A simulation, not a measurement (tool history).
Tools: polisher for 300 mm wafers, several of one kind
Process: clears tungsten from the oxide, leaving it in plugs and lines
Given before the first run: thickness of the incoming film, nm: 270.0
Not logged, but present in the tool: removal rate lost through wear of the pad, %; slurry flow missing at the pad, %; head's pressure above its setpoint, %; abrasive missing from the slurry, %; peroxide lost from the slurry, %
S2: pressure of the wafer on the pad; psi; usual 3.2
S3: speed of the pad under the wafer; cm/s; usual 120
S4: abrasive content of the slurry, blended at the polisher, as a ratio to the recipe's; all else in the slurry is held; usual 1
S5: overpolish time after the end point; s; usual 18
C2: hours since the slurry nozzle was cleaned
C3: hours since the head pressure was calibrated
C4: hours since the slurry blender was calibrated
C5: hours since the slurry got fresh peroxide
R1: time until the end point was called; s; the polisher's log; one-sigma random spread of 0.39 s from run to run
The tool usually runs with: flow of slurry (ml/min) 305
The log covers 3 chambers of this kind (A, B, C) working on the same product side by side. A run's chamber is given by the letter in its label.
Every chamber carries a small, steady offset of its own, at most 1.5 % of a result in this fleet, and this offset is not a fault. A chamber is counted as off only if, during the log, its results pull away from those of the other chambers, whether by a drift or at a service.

-- hour=2.1 chamber B: worn pad replaced by a new one
run 1B hour=8.1 | flow_of_slurry_(ml/min)=305 S2=3.2 S3=120 S4=1 S5=18 | wafers_polished_on_this_pad=50 C2=466 C3=590.2 C4=184 C5=129.6 | R1=47.434
run 2C hour=13.5 | flow_of_slurry_(ml/min)=305 S2=3.2 S3=120 S4=1 S5=18 | wafers_polished_on_this_pad=250 C2=240 C3=537.3 C4=47.6 C5=35.9 | R1=47.841
run 3A hour=19 | flow_of_slurry_(ml/min)=305 S2=3.2 S3=120 S4=1 S5=18 | wafers_polished_on_this_pad=472 C2=314.8 C3=292.1 C4=141.4 C5=116.8 | R1=48.579
run 4B hour=22.7 | flow_of_slurry_(ml/min)=305 S2=3.2 S3=120 S4=1 S5=18 | wafers_polished_on_this_pad=172 C2=480.6 C3=604.8 C4=198.6 C5=144.2 | R1=47.961
-- hour=23.2 chamber B: slurry tank refilled with fresh slurry and peroxide
-- hour=25.8 chamber A: worn pad replaced by a new one
run 5C hour=26.4 | flow_of_slurry_(ml/min)=305 S2=3.2 S3=120 S4=1 S5=18 | wafers_polished_on_this_pad=358 C2=252.9 C3=550.2 C4=60.5 C5=48.8 | R1=48.128
run 6A hour=34.2 | flow_of_slurry_(ml/min)=305 S2=3.2 S3=120 S4=1 S5=18 | wafers_polished_on_this_pad=70 C2=330 C3=307.3 C4=156.6 C5=132 | R1=48.595
-- hour=37.8 chamber B: slurry nozzle cleaned
run 7A hour=38.1 | flow_of_slurry_(ml/min)=305 S2=3.2 S3=120 S4=1 S5=18 | wafers_polished_on_this_pad=103 C2=333.9 C3=311.2 C4=160.5 C5=135.9 | R1=48.3
-- hour=38.2 chamber A: slurry tank refilled with fresh slurry and peroxide
run 8B hour=42.6 | flow_of_slurry_(ml/min)=305 S2=3.2 S3=120 S4=1 S5=18 | wafers_polished_on_this_pad=339 C2=4.9 C3=624.7 C4=218.5 C5=19.4 | R1=47.892
-- hour=45.9 chamber A: slurry blender recalibrated
run 9C hour=49.5 | flow_of_slurry_(ml/min)=305 S2=3.2 S3=120 S4=1 S5=18 | wafers_polished_on_this_pad=552 C2=276 C3=573.3 C4=83.6 C5=71.9 | R1=47.429
-- hour=55.6 chamber C: slurry tank refilled with fresh slurry and peroxide
run 10B hour=55.7 | flow_of_slurry_(ml/min)=305 S2=3.2 S3=142 S4=1 S5=18 | wafers_polished_on_this_pad=448 C2=18 C3=637.8 C4=231.6 C5=32.5 | R1=40.28
run 11C hour=61.9 | flow_of_slurry_(ml/min)=305 S2=3.2 S3=142 S4=1 S5=18 | wafers_polished_on_this_pad=656 C2=288.4 C3=585.7 C4=96 C5=6.4 | R1=40.86
run 12A hour=65.5 | flow_of_slurry_(ml/min)=305 S2=3.2 S3=142 S4=1 S5=18 | wafers_polished_on_this_pad=332 C2=361.3 C3=338.6 C4=19.6 C5=27.3 | R1=40.447
-- hour=67.8 chamber B: worn pad replaced by a new one
run 13C hour=73.2 | flow_of_slurry_(ml/min)=305 S2=3.2 S3=120 S4=1 S5=18 | wafers_polished_on_this_pad=750 C2=299.7 C3=597 C4=107.3 C5=17.7 | R1=48.852
run 14A hour=78.7 | flow_of_slurry_(ml/min)=305 S2=3.2 S3=120 S4=1 S5=18 | wafers_polished_on_this_pad=442 C2=374.5 C3=351.8 C4=32.8 C5=40.5 | R1=46.62
-- hour=81.3 chamber C: slurry nozzle cleaned
run 15B hour=82.7 | flow_of_slurry_(ml/min)=305 S2=3.2 S3=120 S4=1 S5=18 | wafers_polished_on_this_pad=124 C2=45 C3=664.8 C4=258.6 C5=59.5 | R1=46.963
run 16A hour=88.2 | flow_of_slurry_(ml/min)=305 S2=3.2 S3=120 S4=1 S5=18 | wafers_polished_on_this_pad=522 C2=384 C3=361.3 C4=42.3 C5=50 | R1=46.765
run 17C hour=94.4 | flow_of_slurry_(ml/min)=305 S2=3.2 S3=120 S4=1 S5=18 | wafers_polished_on_this_pad=928 C2=13.2 C3=618.2 C4=128.5 C5=38.9 | R1=48.07
run 18B hour=101.7 | flow_of_slurry_(ml/min)=305 S2=3.2 S3=120 S4=1 S5=18 | wafers_polished_on_this_pad=283 C2=64 C3=683.8 C4=277.6 C5=78.5 | R1=47.325
run 19C hour=108.2 | flow_of_slurry_(ml/min)=305 S2=3.2 S3=120 S4=1 S5=18 | wafers_polished_on_this_pad=1043 C2=27 C3=632 C4=142.3 C5=52.7 | R1=48.716
-- hour=108.4 chamber A: worn pad replaced by a new one
run 20B hour=113.7 | flow_of_slurry_(ml/min)=305 S2=3.2 S3=120 S4=1 S5=18 | wafers_polished_on_this_pad=384 C2=76 C3=695.8 C4=289.6 C5=90.5 | R1=48.247
run 21A hour=120 | flow_of_slurry_(ml/min)=250 S2=3.2 S3=120 S4=0.7 S5=18 | wafers_polished_on_this_pad=97 C2=415.8 C3=393.1 C4=74.1 C5=81.8 | R1=50.794
-- hour=120.5 chamber C: slurry tank refilled with fresh slurry and peroxide
run 22B hour=123.9 | flow_of_slurry_(ml/min)=250 S2=3.2 S3=120 S4=0.7 S5=18 | wafers_polished_on_this_pad=469 C2=86.2 C3=706 C4=299.8 C5=100.7 | R1=53.126
run 23A hour=130.3 | flow_of_slurry_(ml/min)=250 S2=3.2 S3=120 S4=0.7 S5=18 | wafers_polished_on_this_pad=184 C2=426.1 C3=403.4 C4=84.4 C5=92.1 | R1=50.752
-- hour=133.5 chamber B: head pressure recalibrated
-- hour=134.5 chamber B: worn pad replaced by a new one
run 24C hour=135.8 | flow_of_slurry_(ml/min)=305 S2=3.2 S3=120 S4=1 S5=18 | wafers_polished_on_this_pad=1274 C2=54.6 C3=659.6 C4=169.9 C5=15.4 | R1=48.17
run 25C hour=142.6 | flow_of_slurry_(ml/min)=305 S2=3.2 S3=120 S4=1 S5=18 | wafers_polished_on_this_pad=1331 C2=61.4 C3=666.4 C4=176.7 C5=22.2 | R1=48.034
run 26B hour=149.6 | flow_of_slurry_(ml/min)=305 S2=3.2 S3=94 S4=1 S5=18 | wafers_polished_on_this_pad=126 C2=111.9 C3=16.1 C4=325.5 C5=126.4 | R1=60.081
-- hour=150.7 chamber C: worn pad replaced by a new one
run 27A hour=154.9 | flow_of_slurry_(ml/min)=305 S2=3.2 S3=94 S4=1 S5=18 | wafers_polished_on_this_pad=389 C2=450.7 C3=428 C4=109 C5=116.7 | R1=58.048
run 28B hour=159.8 | flow_of_slurry_(ml/min)=305 S2=3.2 S3=94 S4=1 S5=18 | wafers_polished_on_this_pad=212 C2=122.1 C3=26.3 C4=335.7 C5=136.6 | R1=60.909
run 29C hour=165.2 | flow_of_slurry_(ml/min)=305 S2=3.2 S3=120 S4=1 S5=18 | wafers_polished_on_this_pad=121 C2=84 C3=689 C4=199.3 C5=44.8 | R1=48.518

For the next run the whole fleet of 3 chambers uses the same settings. Give each chamber's results:
run 30A hour=171.2 | flow_of_slurry_(ml/min)=305 S2=3.2 S3=120 S4=1 S5=18 | R1=?
run 30B hour=171.2 | flow_of_slurry_(ml/min)=305 S2=3.2 S3=120 S4=1 S5=18 | R1=?
run 30C hour=171.2 | flow_of_slurry_(ml/min)=305 S2=3.2 S3=120 S4=1 S5=18 | R1=?

run=30A R1=45.372
run=30B R1=47.758
run=30C R1=48.798

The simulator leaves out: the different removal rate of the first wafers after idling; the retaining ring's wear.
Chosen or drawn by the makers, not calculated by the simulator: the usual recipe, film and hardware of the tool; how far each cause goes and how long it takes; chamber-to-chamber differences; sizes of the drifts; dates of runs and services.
